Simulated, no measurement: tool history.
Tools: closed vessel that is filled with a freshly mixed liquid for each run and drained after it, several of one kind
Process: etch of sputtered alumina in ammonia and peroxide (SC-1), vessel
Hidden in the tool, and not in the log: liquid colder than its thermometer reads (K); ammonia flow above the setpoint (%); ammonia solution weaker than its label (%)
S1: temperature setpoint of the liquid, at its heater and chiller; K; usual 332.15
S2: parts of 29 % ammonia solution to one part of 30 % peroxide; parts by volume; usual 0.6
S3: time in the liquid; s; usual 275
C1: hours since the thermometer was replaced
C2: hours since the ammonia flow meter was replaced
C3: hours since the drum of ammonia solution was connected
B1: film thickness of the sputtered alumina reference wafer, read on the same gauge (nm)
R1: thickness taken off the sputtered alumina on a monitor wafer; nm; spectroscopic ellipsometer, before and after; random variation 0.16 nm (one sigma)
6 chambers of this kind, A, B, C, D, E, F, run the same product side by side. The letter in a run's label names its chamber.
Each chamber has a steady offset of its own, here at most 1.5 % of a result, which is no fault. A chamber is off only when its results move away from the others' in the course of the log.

run   hour      S1   S2   S3      C1     C2      C3      B1      R1
      11.2  -- chamber C: ammonia flow meter replaced
 1A   14.1  332.15  0.6  275  1099.6    662    62.2  140.03  22.429
 2D   29.3  332.15  0.6  275    67.9    690   180.2  139.97  22.385
 3E   35.8  332.15  0.6  275   374.2    120   235.2     140  21.935
 4B   47.7  332.15  0.6  275    1558  375.4     345  139.99  22.069
 5F     61  332.15  0.6  275  1557.3     72   351.4  139.98  21.864
 6C   69.8  332.15  0.6  275   404.6   58.6   955.7  140.03  21.845
 7C   81.8  332.15  0.6  275   416.6   70.6   967.7  140.03  21.784
 8B     94  332.15  0.6  275  1604.3  421.7   391.3  140.01  22.187
 9A  101.2  332.15  0.6  275  1186.7  749.1   149.3  140.01  21.962
10D  109.1  332.15  0.6  275   147.7  769.8     260  139.98  22.034
11F  120.2  332.15  0.6  275  1616.5  131.2   410.6  139.99  21.954
12E  129.6  332.15  0.6  275     468  213.8     329  140.03  22.401
13D  141.4  332.15  0.6  275     180  802.1   292.3  139.99  22.164
     146.6  -- chamber B: ammonia flow meter replaced
14F  152.4  332.15  0.6  275  1648.7  163.4   442.8     140  21.761
15E  161.4  332.15  0.6  275   499.8  245.6   360.8  139.99  22.022
16A  172.7  332.15  0.6  275  1258.2  820.6   220.8  140.01  22.133
17B  184.7  332.15  0.6  275    1695   38.1     482     140  22.334
18C  195.3  332.15  0.6  275   530.1  184.1  1081.2  140.02  21.966
19B  205.5  332.15  0.6  275  1715.8   58.9   502.8  140.01  22.203
20D  216.4  332.15  0.6  275     255  877.1   367.3  140.01  22.023
     223.6  -- chamber A: ammonia flow meter replaced
21F  223.8  332.15  0.6  275  1720.1  234.8   514.2  140.01  22.333
22C  234.4  332.15  0.6  275   569.2  223.2  1120.3     140  21.762
     238.9  -- chamber D: ammonia flow meter replaced
23E  245.3  332.15  0.6  275   583.7  329.5   444.7     140  22.163
24A  256.5  332.15  0.6  275    1342   32.9   304.6  140.02  21.735
     260.3  -- chamber C: thermometer replaced
25F  270.7  332.15  0.6  275    1767  281.7   561.1  139.99  22.169
26A  285.4  332.15  0.6  275  1370.9   61.8   333.5  140.02  21.756
     291.3  -- chamber C: new drum of ammonia solution connected
27D  295.7  332.15  0.6  275   334.3   56.9   446.6  139.99  22.508
28C  303.6  332.15  0.6  275    43.4  292.4    12.4  139.99  21.778
29B  315.1  332.15  0.6  275  1825.4  168.5   612.4  140.01  21.959
30E  326.7  332.15  0.6  275   665.1  410.9   526.1  140.02  22.363
     332.2  -- chamber B: thermometer replaced
31C  337.8  332.15  0.6  275    77.6  326.6    46.6  139.99  21.878
32F  345.7  332.15  0.6  275    1842  356.7   636.1  140.01  22.138
     351.1  -- chamber D: new drum of ammonia solution connected
33D  352.6  332.15  0.6  275   391.2  113.8     1.5  140.01  21.992
34E  360.4  332.15  0.8  430   698.8  444.6   559.8  140.01  35.386
     370.9  -- chamber E: ammonia flow meter replaced
35A  375.4  332.15  0.8  430  1460.9  151.8   423.5  139.99  34.446
     379.2  -- chamber F: thermometer replaced
36B  389.1  332.15  0.8  430    56.9  242.5   686.4  140.02  35.449
37F  400.1  332.15  0.8  430    20.9  411.1   690.5  140.04  35.039
38E  410.5  332.15  0.8  430   748.9   39.7   609.9  140.01  36.151
39B  423.4  332.15  0.8  430    91.2  276.8   720.7  139.96  35.916
40A  433.5  332.15  0.6  275    1519  209.9   481.6  140.01  20.857
41D  446.1  332.15  0.4  215   484.7  207.3      95  139.98   16.52

All 6 chambers run these settings next. Forecast each chamber's results:
42A  456.9  332.15  0.6  275                   ?
42B  456.9  332.15  0.6  275                   ?
42C  456.9  332.15  0.6  275                   ?
42D  456.9  332.15  0.6  275                   ?
42E  456.9  332.15  0.6  275                   ?
42F  456.9  332.15  0.6  275                   ?

run      R1
42A  20.996
42B  22.095
42C  21.837
42D  22.165
42E  22.374
42F  21.784

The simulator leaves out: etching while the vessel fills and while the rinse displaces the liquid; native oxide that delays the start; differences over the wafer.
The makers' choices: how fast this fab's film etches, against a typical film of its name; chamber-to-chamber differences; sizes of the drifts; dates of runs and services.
